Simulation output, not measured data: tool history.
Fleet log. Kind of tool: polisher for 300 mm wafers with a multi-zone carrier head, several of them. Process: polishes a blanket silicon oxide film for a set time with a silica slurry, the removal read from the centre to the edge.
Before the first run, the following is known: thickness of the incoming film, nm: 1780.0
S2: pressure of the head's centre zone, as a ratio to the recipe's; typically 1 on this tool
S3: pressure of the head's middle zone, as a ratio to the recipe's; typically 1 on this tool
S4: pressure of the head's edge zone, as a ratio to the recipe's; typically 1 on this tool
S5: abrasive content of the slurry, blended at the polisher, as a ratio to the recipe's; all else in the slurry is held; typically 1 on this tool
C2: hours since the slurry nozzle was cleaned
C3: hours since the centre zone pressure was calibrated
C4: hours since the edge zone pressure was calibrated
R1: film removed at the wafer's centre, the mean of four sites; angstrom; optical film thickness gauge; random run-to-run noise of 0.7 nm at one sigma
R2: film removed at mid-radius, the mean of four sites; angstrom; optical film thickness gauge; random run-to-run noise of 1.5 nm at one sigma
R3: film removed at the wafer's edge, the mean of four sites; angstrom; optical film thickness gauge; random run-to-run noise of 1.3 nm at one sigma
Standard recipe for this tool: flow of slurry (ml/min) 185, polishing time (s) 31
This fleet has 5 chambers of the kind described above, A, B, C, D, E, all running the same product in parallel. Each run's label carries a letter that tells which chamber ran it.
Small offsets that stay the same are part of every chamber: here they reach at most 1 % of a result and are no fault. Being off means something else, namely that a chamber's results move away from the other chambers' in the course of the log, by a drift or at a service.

-- hour=3.2 chamber B: slurry nozzle cleaned
run 1B hour=6.2 | flow_of_slurry_(ml/min)=185 S2=1 S3=1 S4=1 S5=1 polishing_time_(s)=31 | wafers_polished_on_this_pad=481 C2=3 C3=541 C4=39.5 | R1=1056.6 R2=1071.4 R3=1063.3
run 2C hour=12.5 | flow_of_slurry_(ml/min)=185 S2=1 S3=1 S4=1 S5=1 polishing_time_(s)=31 | wafers_polished_on_this_pad=917 C2=544.6 C3=28.1 C4=177.8 | R1=1055 R2=1077.7 R3=1055.1
-- hour=14.8 chamber C: slurry nozzle cleaned
-- hour=14.9 chamber C: worn pad replaced by a new one
run 3A hour=20.5 | flow_of_slurry_(ml/min)=185 S2=1 S3=1 S4=1 S5=1 polishing_time_(s)=31 | wafers_polished_on_this_pad=1104 C2=178 C3=475.3 C4=746.9 | R1=1055.3 R2=1072.6 R3=1070.1
-- hour=23.9 chamber E: worn pad replaced by a new one
-- hour=24.4 chamber A: worn pad replaced by a new one
-- hour=24.4 chamber B: worn pad replaced by a new one
run 4E hour=25.2 | flow_of_slurry_(ml/min)=185 S2=1 S3=1 S4=1 S5=1 polishing_time_(s)=31 | wafers_polished_on_this_pad=19 C2=53.8 C3=230.4 C4=226 | R1=1068.8 R2=1074.5 R3=1058.6
-- hour=28.6 chamber D: slurry nozzle cleaned
run 5D hour=31.7 | flow_of_slurry_(ml/min)=185 S2=1 S3=1 S4=1 S5=1 polishing_time_(s)=31 | wafers_polished_on_this_pad=602 C2=3.1 C3=424 C4=308.1 | R1=1070.2 R2=1052.6 R3=1072.5
run 6A hour=37.6 | flow_of_slurry_(ml/min)=185 S2=1 S3=1 S4=1 S5=1 polishing_time_(s)=31 | wafers_polished_on_this_pad=188 C2=195.1 C3=492.4 C4=764 | R1=1054.4 R2=1094.2 R3=1075.1
run 7E hour=44.7 | flow_of_slurry_(ml/min)=185 S2=1 S3=1 S4=1 S5=1 polishing_time_(s)=31 | wafers_polished_on_this_pad=297 C2=73.3 C3=249.9 C4=245.5 | R1=1093.2 R2=1090.2 R3=1055.1
run 8B hour=50.6 | flow_of_slurry_(ml/min)=185 S2=1 S3=1 S4=1 S5=1 polishing_time_(s)=31 | wafers_polished_on_this_pad=374 C2=47.4 C3=585.4 C4=83.9 | R1=1071.5 R2=1065.3 R3=1068.1
run 9C hour=57.3 | flow_of_slurry_(ml/min)=185 S2=1 S3=1 S4=1 S5=1 polishing_time_(s)=31 | wafers_polished_on_this_pad=605 C2=42.5 C3=72.9 C4=222.6 | R1=1062.5 R2=1033 R3=1063.4
-- hour=57.8 chamber D: worn pad replaced by a new one
run 10D hour=63 | flow_of_slurry_(ml/min)=185 S2=1 S3=1 S4=1 S5=1 polishing_time_(s)=31 | wafers_polished_on_this_pad=75 C2=34.4 C3=455.3 C4=339.4 | R1=1095.1 R2=1058 R3=1040.1
run 11E hour=68.1 | flow_of_slurry_(ml/min)=185 S2=1 S3=1 S4=1 S5=1 polishing_time_(s)=31 | wafers_polished_on_this_pad=632 C2=96.7 C3=273.3 C4=268.9 | R1=1084.8 R2=1053.3 R3=1067.8
run 12B hour=75.3 | flow_of_slurry_(ml/min)=185 S2=1 S3=1 S4=1 S5=1 polishing_time_(s)=31 | wafers_polished_on_this_pad=727 C2=72.1 C3=610.1 C4=108.6 | R1=1076.8 R2=1048.4 R3=1055.7
-- hour=75.9 chamber B: worn pad replaced by a new one
run 13A hour=79.6 | flow_of_slurry_(ml/min)=185 S2=1 S3=1 S4=1 S5=1 polishing_time_(s)=31 | wafers_polished_on_this_pad=788 C2=237.1 C3=534.4 C4=806 | R1=1070.2 R2=1067.1 R3=1078.9
-- hour=80.6 chamber A: centre zone pressure recalibrated
-- hour=82.3 chamber C: worn pad replaced by a new one
run 14D hour=85.4 | flow_of_slurry_(ml/min)=185 S2=1 S3=1 S4=1 S5=1 polishing_time_(s)=31 | wafers_polished_on_this_pad=395 C2=56.8 C3=477.7 C4=361.8 | R1=1092.7 R2=1064.3 R3=1056.9
run 15C hour=92.7 | flow_of_slurry_(ml/min)=185 S2=0.9 S3=1 S4=1 S5=1 polishing_time_(s)=40 | wafers_polished_on_this_pad=149 C2=77.9 C3=108.3 C4=258 | R1=1232.1 R2=1352.5 R3=1377.9
run 16D hour=99.2 | flow_of_slurry_(ml/min)=185 S2=0.9 S3=1 S4=1 S5=1 polishing_time_(s)=40 | wafers_polished_on_this_pad=592 C2=70.6 C3=491.5 C4=375.6 | R1=1255.1 R2=1384.4 R3=1372.8
run 17C hour=103.5 | flow_of_slurry_(ml/min)=185 S2=0.9 S3=1 S4=1 S5=1 polishing_time_(s)=40 | wafers_polished_on_this_pad=304 C2=88.7 C3=119.1 C4=268.8 | R1=1221.9 R2=1374.3 R3=1350.3
-- hour=104.5 chamber A: worn pad replaced by a new one
-- hour=106.4 chamber B: centre zone pressure recalibrated
run 18E hour=107.9 | flow_of_slurry_(ml/min)=185 S2=0.9 S3=1 S4=1 S5=1 polishing_time_(s)=40 | wafers_polished_on_this_pad=1200 C2=136.5 C3=313.1 C4=308.7 | R1=1224.6 R2=1390.2 R3=1371.8
-- hour=108 chamber D: edge zone pressure recalibrated
-- hour=112.9 chamber A: slurry nozzle cleaned
run 19B hour=114.9 | flow_of_slurry_(ml/min)=185 S2=0.9 S3=1 S4=1 S5=1 polishing_time_(s)=40 | wafers_polished_on_this_pad=558 C2=111.7 C3=8.6 C4=148.2 | R1=1223.7 R2=1364.3 R3=1373.1
-- hour=117.9 chamber E: worn pad replaced by a new one
run 20A hour=120.6 | flow_of_slurry_(ml/min)=245 S2=1 S3=1 S4=1 S5=1 polishing_time_(s)=31 | wafers_polished_on_this_pad=230 C2=7.8 C3=40.1 C4=847 | R1=1105.3 R2=1118.7 R3=1106.3
run 21C hour=125 | flow_of_slurry_(ml/min)=245 S2=1 S3=1 S4=1 S5=1 polishing_time_(s)=31 | wafers_polished_on_this_pad=611 C2=110.2 C3=140.6 C4=290.3 | R1=1109.7 R2=1122.1 R3=1106.2
-- hour=127.4 chamber B: worn pad replaced by a new one
run 22D hour=130.3 | flow_of_slurry_(ml/min)=245 S2=1 S3=1 S4=1 S5=1 polishing_time_(s)=31 | wafers_polished_on_this_pad=1036 C2=101.7 C3=522.6 C4=22.3 | R1=1158.8 R2=1087.3 R3=1068.9
run 23B hour=134.8 | flow_of_slurry_(ml/min)=245 S2=1 S3=1 S4=1 S5=1 polishing_time_(s)=31 | wafers_polished_on_this_pad=106 C2=131.6 C3=28.5 C4=168.1 | R1=1109.5 R2=1114.2 R3=1092.1
-- hour=139.1 chamber D: worn pad replaced by a new one
run 24E hour=143 | flow_of_slurry_(ml/min)=245 S2=1 S3=1 S4=1 S5=1 polishing_time_(s)=31 | wafers_polished_on_this_pad=358 C2=171.6 C3=348.2 C4=343.8 | R1=1124.2 R2=1140.8 R3=1072.4
-- hour=144 chamber C: worn pad replaced by a new one
run 25A hour=146.7 | flow_of_slurry_(ml/min)=185 S2=1 S3=1 S4=1 S5=1 polishing_time_(s)=31 | wafers_polished_on_this_pad=603 C2=33.9 C3=66.2 C4=873.1 | R1=1063.6 R2=1057.7 R3=1075.2
run 26A hour=151 | flow_of_slurry_(ml/min)=185 S2=1 S3=1 S4=1 S5=1 polishing_time_(s)=31 | wafers_polished_on_this_pad=664 C2=38.2 C3=70.5 C4=877.4 | R1=1053.2 R2=1055.1 R3=1074.8
run 27D hour=154.7 | flow_of_slurry_(ml/min)=185 S2=1 S3=1 S4=1 S5=1 polishing_time_(s)=31 | wafers_polished_on_this_pad=224 C2=126.1 C3=547 C4=46.7 | R1=1122 R2=1058.1 R3=1068.5
run 28E hour=158.5 | flow_of_slurry_(ml/min)=185 S2=1 S3=1 S4=1 S5=1 polishing_time_(s)=31 | wafers_polished_on_this_pad=580 C2=187.1 C3=363.7 C4=359.3 | R1=1070.7 R2=1072 R3=1072.3
run 29B hour=166.3 | flow_of_slurry_(ml/min)=185 S2=1 S3=1 S4=1 S5=1 polishing_time_(s)=31 | wafers_polished_on_this_pad=556 C2=163.1 C3=60 C4=199.6 | R1=1056.1 R2=1061.1 R3=1065.1
run 30C hour=170.4 | flow_of_slurry_(ml/min)=185 S2=1 S3=1 S4=1 S5=1 polishing_time_(s)=31 | wafers_polished_on_this_pad=378 C2=155.6 C3=186 C4=335.7 | R1=1056.7 R2=1073.1 R3=1077.6
-- hour=173 chamber B: worn pad replaced by a new one
run 31B hour=176.4 | flow_of_slurry_(ml/min)=185 S2=1 S3=1 S4=1 S5=1 polishing_time_(s)=31 | wafers_polished_on_this_pad=48 C2=173.2 C3=70.1 C4=209.7 | R1=1060 R2=1093 R3=1068.6
-- hour=178.7 chamber A: worn pad replaced by a new one
run 32A hour=184.3 | flow_of_slurry_(ml/min)=185 S2=1 S3=1 S4=1 S5=1 polishing_time_(s)=31 | wafers_polished_on_this_pad=80 C2=71.5 C3=103.8 C4=910.7 | R1=1055.9 R2=1056.5 R3=1079.7
run 33E hour=189.3 | flow_of_slurry_(ml/min)=185 S2=1 S3=1 S4=1 S5=1 polishing_time_(s)=31 | wafers_polished_on_this_pad=1020 C2=217.9 C3=394.5 C4=390.1 | R1=1082.5 R2=1047.7 R3=1066.9
run 34C hour=195.6 | flow_of_slurry_(ml/min)=185 S2=1 S3=1 S4=1.1 S5=1 polishing_time_(s)=31 | wafers_polished_on_this_pad=737 C2=180.8 C3=211.2 C4=360.9 | R1=1065.2 R2=1033.4 R3=1141.2
-- hour=195.9 chamber E: worn pad replaced by a new one
run 35D hour=203.9 | flow_of_slurry_(ml/min)=185 S2=1 S3=1 S4=1.1 S5=1 polishing_time_(s)=31 | wafers_polished_on_this_pad=926 C2=175.3 C3=596.2 C4=95.9 | R1=1157.5 R2=1046.7 R3=1115.7
run 36D hour=208.8 | flow_of_slurry_(ml/min)=185 S2=1 S3=1 S4=1.1 S5=1 polishing_time_(s)=31 | wafers_polished_on_this_pad=996 C2=180.2 C3=601.1 C4=100.8 | R1=1151.6 R2=1078.1 R3=1105.4
-- hour=213 chamber C: worn pad replaced by a new one
run 37B hour=214.1 | flow_of_slurry_(ml/min)=185 S2=1 S3=1 S4=1.1 S5=1 polishing_time_(s)=31 | wafers_polished_on_this_pad=587 C2=210.9 C3=107.8 C4=247.4 | R1=1066.9 R2=1045.9 R3=1109.5
run 38A hour=221.4 | flow_of_slurry_(ml/min)=185 S2=1 S3=1 S4=1.1 S5=1 polishing_time_(s)=31 | wafers_polished_on_this_pad=610 C2=108.6 C3=140.9 C4=947.8 | R1=1067.1 R2=1047.4 R3=1147.6
-- hour=222.5 chamber B: worn pad replaced by a new one
run 39C hour=226.4 | flow_of_slurry_(ml/min)=185 S2=0.93 S3=1.1 S4=1 S5=1 polishing_time_(s)=31 | wafers_polished_on_this_pad=191 C2=211.6 C3=242 C4=391.7 | R1=994.42 R2=1182.8 R3=1052.5
run 40E hour=231 | flow_of_slurry_(ml/min)=185 S2=0.93 S3=1.1 S4=1 S5=1 polishing_time_(s)=31 | wafers_polished_on_this_pad=501 C2=259.6 C3=436.2 C4=431.8 | R1=984.83 R2=1182.5 R3=1091.8
run 41B hour=235.9 | flow_of_slurry_(ml/min)=185 S2=0.93 S3=1.1 S4=1 S5=1 polishing_time_(s)=31 | wafers_polished_on_this_pad=191 C2=232.7 C3=129.6 C4=269.2 | R1=984.53 R2=1200.1 R3=1048.8
run 42C hour=241.9 | flow_of_slurry_(ml/min)=185 S2=0.93 S3=1.1 S4=1 S5=1 polishing_time_(s)=31 | wafers_polished_on_this_pad=413 C2=227.1 C3=257.5 C4=407.2 | R1=990.63 R2=1144.6 R3=1056.1

Is one chamber out of step, is the gauge drifting, or do the chambers differ by no more than their own small offsets? For an off chamber, give its letter and the likeliest cause.

Chamber D drifts away from the others.
Cause: centre zone's pressure above its setpoint, % = 8.5.

Which of the 4 candidates below, each the usual settings with something changed and its results left as question marks, puts chamber D back in line with what the other chambers give on the usual settings?
In line means no further than this from the other chambers' mean on the usual settings: R1 25 angstrom; R2 52 angstrom; R3 44 angstrom
run 43D-1 hour=248 | flow_of_slurry_(ml/min)=190 S2=1.08 S3=0.99 S4=0.97 S5=1 polishing_time_(s)=31 | R1=? R2=? R3=?
run 43D-2 hour=248 | flow_of_slurry_(ml/min)=180 S2=0.92 S3=1.01 S4=1.03 S5=1 polishing_time_(s)=31 | R1=? R2=? R3=?
run 43D-3 hour=248 | flow_of_slurry_(ml/min)=190 S2=1.04 S3=0.99 S4=0.99 S5=1 polishing_time_(s)=31 | R1=? R2=? R3=?
run 43D-4 hour=248 | flow_of_slurry_(ml/min)=180 S2=0.96 S3=1.01 S4=1.01 S5=1 polishing_time_(s)=31 | R1=? R2=? R3=?

Mean of the other chambers on the usual settings: R1 1064.7 angstrom; R2 1066.6 angstrom; R3 1064.6 angstrom
run=43D-1 R1=1273.3 R2=1051.4 R3=1034.4
run=43D-2 R1=1062.4 R2=1063 R3=1060.5
run=43D-3 R1=1223.1 R2=1051.6 R3=1045.4
run=43D-4 R1=1112.2 R2=1062.8 R3=1049.6
The answer is 43D-2, which returns the chamber to within the allowed miss of the others.

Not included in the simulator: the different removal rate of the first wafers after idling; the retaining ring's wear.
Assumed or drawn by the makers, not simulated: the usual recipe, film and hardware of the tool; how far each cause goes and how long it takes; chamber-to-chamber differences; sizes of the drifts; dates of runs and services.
